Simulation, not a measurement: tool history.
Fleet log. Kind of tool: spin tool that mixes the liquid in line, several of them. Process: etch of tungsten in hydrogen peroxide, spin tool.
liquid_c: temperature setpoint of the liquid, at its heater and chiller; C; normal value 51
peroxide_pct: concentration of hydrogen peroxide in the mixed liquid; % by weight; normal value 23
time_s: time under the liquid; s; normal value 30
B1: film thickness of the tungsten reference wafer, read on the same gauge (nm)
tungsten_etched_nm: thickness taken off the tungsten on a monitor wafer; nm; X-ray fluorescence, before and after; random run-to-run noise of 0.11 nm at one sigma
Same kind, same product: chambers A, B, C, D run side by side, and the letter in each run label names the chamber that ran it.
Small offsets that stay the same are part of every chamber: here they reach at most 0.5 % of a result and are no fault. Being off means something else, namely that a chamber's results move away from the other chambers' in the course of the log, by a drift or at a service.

run 1A hour=7.2 | liquid_c=51 peroxide_pct=23 time_s=30 | B1=89.995 | tungsten_etched_nm=28.97
run 2B hour=14.1 | liquid_c=51 peroxide_pct=23 time_s=30 | B1=90.026 | tungsten_etched_nm=28.863
run 3C hour=21.7 | liquid_c=51 peroxide_pct=23 time_s=30 | B1=89.992 | tungsten_etched_nm=28.602
run 4D hour=33.3 | liquid_c=51 peroxide_pct=23 time_s=30 | B1=89.975 | tungsten_etched_nm=28.944
run 5A hour=39.6 | liquid_c=51 peroxide_pct=23 time_s=30 | B1=90.018 | tungsten_etched_nm=28.989
-- hour=46.9 chamber A: heated supply line repaired
run 6C hour=49.7 | liquid_c=51 peroxide_pct=23 time_s=30 | B1=90.021 | tungsten_etched_nm=28.771
run 7B hour=60.9 | liquid_c=51 peroxide_pct=23 time_s=30 | B1=90.036 | tungsten_etched_nm=28.859
run 8D hour=73 | liquid_c=51 peroxide_pct=23 time_s=40 | B1=89.976 | tungsten_etched_nm=38.47
run 9D hour=85.7 | liquid_c=51 peroxide_pct=23 time_s=40 | B1=90.057 | tungsten_etched_nm=38.489
-- hour=88.4 chamber D: new drum of peroxide connected
run 10C hour=97.2 | liquid_c=51 peroxide_pct=23 time_s=40 | B1=90.012 | tungsten_etched_nm=38.03
run 11B hour=105.4 | liquid_c=51 peroxide_pct=23 time_s=40 | B1=89.985 | tungsten_etched_nm=38.678
run 12A hour=111.9 | liquid_c=51 peroxide_pct=23 time_s=30 | B1=90.057 | tungsten_etched_nm=28.866
run 13D hour=120.4 | liquid_c=51 peroxide_pct=23 time_s=30 | B1=90.029 | tungsten_etched_nm=28.79
run 14C hour=128.3 | liquid_c=60 peroxide_pct=23 time_s=15 | B1=90.04 | tungsten_etched_nm=24.745
run 15A hour=139.8 | liquid_c=60 peroxide_pct=23 time_s=15 | B1=89.97 | tungsten_etched_nm=24.645
run 16B hour=147.1 | liquid_c=60 peroxide_pct=23 time_s=15 | B1=89.996 | tungsten_etched_nm=24.233
run 17B hour=157.8 | liquid_c=60 peroxide_pct=23 time_s=15 | B1=90.027 | tungsten_etched_nm=24.375
run 18A hour=167.9 | liquid_c=51 peroxide_pct=23 time_s=30 | B1=90.013 | tungsten_etched_nm=28.95
run 19D hour=173.8 | liquid_c=51 peroxide_pct=23 time_s=30 | B1=90.017 | tungsten_etched_nm=28.982
run 20C hour=181.8 | liquid_c=46.5 peroxide_pct=27.5 time_s=30 | B1=90.007 | tungsten_etched_nm=23.748
run 21B hour=189.9 | liquid_c=46.5 peroxide_pct=27.5 time_s=30 | B1=90.02 | tungsten_etched_nm=23.687
run 22D hour=197.9 | liquid_c=46.5 peroxide_pct=27.5 time_s=30 | B1=90.045 | tungsten_etched_nm=23.897
run 23A hour=208.8 | liquid_c=46.5 peroxide_pct=27.5 time_s=30 | B1=89.982 | tungsten_etched_nm=23.933
run 24C hour=220.2 | liquid_c=51 peroxide_pct=23 time_s=30 | B1=90.023 | tungsten_etched_nm=28.786
run 25A hour=231.3 | liquid_c=51 peroxide_pct=23 time_s=30 | B1=90.002 | tungsten_etched_nm=29.016
run 26C hour=237.8 | liquid_c=51 peroxide_pct=23 time_s=30 | B1=90 | tungsten_etched_nm=28.711
run 27B hour=246.8 | liquid_c=44.5 peroxide_pct=23 time_s=30 | B1=90.002 | tungsten_etched_nm=18.819

Decide between three cases: one chamber stands off from its peers, the gauge reading all wafers drifts, or nothing is wrong past each chamber's small offset. Where a chamber is off, say which and what most likely put it there.

It is chamber B that slowly wanders off from its peers.
Cause: peroxide weaker than its label (%) = 6.81.
Not necessarily distinguishable in this log from: liquid colder than its thermometer reads (K); peroxide flow below the setpoint (%); temperature lost on the way to the wafer (K).

Below are 4 candidate recipes for chamber B's next run, each the usual settings with a change, their results shown as question marks. Which of them brings B's results back in line with what the other chambers give on the usual settings?
To be in line, a result may differ from the other chambers' mean on the usual settings by at most: tungsten_etched_nm 0.39 nm
run 28B-1 hour=256.1 | liquid_c=50.5 peroxide_pct=23 time_s=30 | tungsten_etched_nm=?
run 28B-2 hour=256.1 | liquid_c=51 peroxide_pct=22.5 time_s=30 | tungsten_etched_nm=?
run 28B-3 hour=256.1 | liquid_c=51.5 peroxide_pct=23 time_s=30 | tungsten_etched_nm=?
run 28B-4 hour=256.1 | liquid_c=51 peroxide_pct=23.5 time_s=30 | tungsten_etched_nm=?

Average result of the remaining chambers running the usual settings: tungsten_etched_nm 28.87 nm
run=28B-1 tungsten_etched_nm=27.083
run=28B-2 tungsten_etched_nm=27.595
run=28B-3 tungsten_etched_nm=28.744
run=28B-4 tungsten_etched_nm=28.207
The answer is 28B-3, which returns the chamber to within the allowed miss of the others.
